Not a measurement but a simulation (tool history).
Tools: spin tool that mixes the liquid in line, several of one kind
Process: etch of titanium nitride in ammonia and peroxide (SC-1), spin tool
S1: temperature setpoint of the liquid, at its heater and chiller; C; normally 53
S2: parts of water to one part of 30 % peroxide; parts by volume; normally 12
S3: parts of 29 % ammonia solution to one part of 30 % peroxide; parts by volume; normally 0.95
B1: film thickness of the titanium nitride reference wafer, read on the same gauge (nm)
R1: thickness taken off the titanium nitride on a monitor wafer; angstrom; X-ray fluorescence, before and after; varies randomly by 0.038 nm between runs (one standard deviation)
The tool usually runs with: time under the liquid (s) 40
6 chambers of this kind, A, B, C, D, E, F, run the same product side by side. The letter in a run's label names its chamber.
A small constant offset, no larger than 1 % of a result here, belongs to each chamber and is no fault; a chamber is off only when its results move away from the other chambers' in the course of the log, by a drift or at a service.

Run 1E, hour 4.8: usual settings; B1 60.011. Result: R1 55.919 angstrom.
Run 2A, hour 9.2: usual settings; B1 59.990. Result: R1 55.049 angstrom.
Run 3C, hour 14.5: usual settings; B1 60.020. Result: R1 56.514 angstrom.
Run 4F, hour 18.3: usual settings; B1 60.034. Result: R1 55.509 angstrom.
Run 5B, hour 22.1: usual settings; B1 59.984. Result: R1 56.539 angstrom.
Run 6D, hour 27.6: usual settings; B1 60.019. Result: R1 56.626 angstrom.
Run 7B, hour 31.0: usual settings; B1 59.991. Result: R1 56.206 angstrom.
Run 8F, hour 35.9: usual settings; B1 60.017. Result: R1 55.712 angstrom.
Run 9D, hour 40.4: usual settings; B1 59.998. Result: R1 56.751 angstrom.
Run 10E, hour 45.4: usual settings; B1 60.013. Result: R1 56.094 angstrom.
Run 11C, hour 50.5: usual settings; B1 59.954. Result: R1 56.658 angstrom.
Run 12A, hour 54.2: usual settings; B1 60.012. Result: R1 55.308 angstrom.
At hour 55.2: chamber C: new drum of ammonia solution connected.
Run 13B, hour 58.7: usual settings; B1 59.991. Result: R1 55.681 angstrom.
Run 14A, hour 62.6: usual settings; B1 60.000. Result: R1 55.674 angstrom.
Run 15D, hour 66.1: usual settings; B1 60.000. Result: R1 55.889 angstrom.
At hour 66.2: chamber F: thermometer replaced.
Run 16C, hour 73.1: usual settings; B1 59.991. Result: R1 56.542 angstrom.
Run 17E, hour 77.1: usual settings; B1 59.956. Result: R1 56.050 angstrom.
Run 18F, hour 83.6: usual settings; B1 59.987. Result: R1 56.547 angstrom.
At hour 89.7: chamber E: new drum of ammonia solution connected.
Run 19E, hour 90.1: usual settings but time under the liquid (s) 30; B1 60.002. Result: R1 41.819 angstrom.
At hour 93.9: chamber B: new drum of ammonia solution connected.
Run 20C, hour 94.4: usual settings but time under the liquid (s) 30; B1 59.983. Result: R1 42.338 angstrom.
Run 21F, hour 100.0: usual settings but time under the liquid (s) 30; B1 59.973. Result: R1 42.180 angstrom.
At hour 100.6: chamber A: new drum of ammonia solution connected.
Run 22A, hour 105.5: usual settings but time under the liquid (s) 30; B1 59.996. Result: R1 41.530 angstrom.
Run 23D, hour 111.4: usual settings but time under the liquid (s) 30; B1 60.011. Result: R1 42.772 angstrom.
Run 24B, hour 117.4: usual settings but time under the liquid (s) 30; B1 60.031. Result: R1 40.838 angstrom.
Run 25F, hour 122.2: usual settings; B1 60.022. Result: R1 55.588 angstrom.
Run 26E, hour 129.1: usual settings; B1 59.996. Result: R1 55.563 angstrom.
Run 27D, hour 136.1: usual settings; B1 59.958. Result: R1 56.553 angstrom.
Run 28B, hour 142.9: usual settings; B1 59.983. Result: R1 53.861 angstrom.
Run 29A, hour 146.6: usual settings; B1 59.966. Result: R1 56.418 angstrom.
Run 30C, hour 153.2: usual settings; B1 60.044. Result: R1 57.411 angstrom.
Run 31D, hour 160.1: usual settings but S1 44 C; B1 60.017. Result: R1 30.348 angstrom.
Run 32A, hour 163.7: usual settings but S1 44 C; B1 59.967. Result: R1 29.995 angstrom.
Run 33F, hour 168.4: usual settings but S1 44 C; B1 59.975. Result: R1 29.785 angstrom.
Run 34C, hour 172.3: usual settings but S1 44 C; B1 60.014. Result: R1 29.490 angstrom.
Run 35B, hour 179.0: usual settings but S1 44 C; B1 60.000. Result: R1 28.543 angstrom.
Run 36E, hour 184.7: usual settings but S1 44 C; B1 59.997. Result: R1 29.919 angstrom.
Run 37C, hour 189.7: usual settings; B1 60.021. Result: R1 56.995 angstrom.
Run 38E, hour 194.6: usual settings; B1 60.012. Result: R1 55.402 angstrom.

Does one chamber stand apart from the rest, does the shared gauge drift, or is all well apart from small per-chamber offsets? Give the chamber and the most likely cause, where there is one.

Chamber B drifts away from the others.
Likeliest cause: temperature lost on the way to the wafer (K) = 0.999.
Not necessarily distinguishable in this log from: liquid colder than its thermometer reads (K).

Which of the 4 candidates below, each the usual settings with something changed and its results left as question marks, puts chamber B back in line with what the other chambers give on the usual settings?
In-line tolerance around the mean of the other chambers on the usual settings: R1 1.300 angstrom
Run 39B-1, hour 199.7: usual settings but S1 51.5 C. Result: R1 ?.
Run 39B-2, hour 199.7: usual settings but S1 52.0 C. Result: R1 ?.
Run 39B-3, hour 199.7: usual settings but S2 10.5 parts by volume. Result: R1 ?.
Run 39B-4, hour 199.7: usual settings but S2 10.0 parts by volume, S3 1.00 parts by volume. Result: R1 ?.

Other chambers, usual settings, mean: R1 56.084 angstrom
  run      R1
39B-1  47.572
39B-2  49.251
39B-3  56.453
39B-4  58.323
With 39B-3, the chamber falls back in line with the rest.
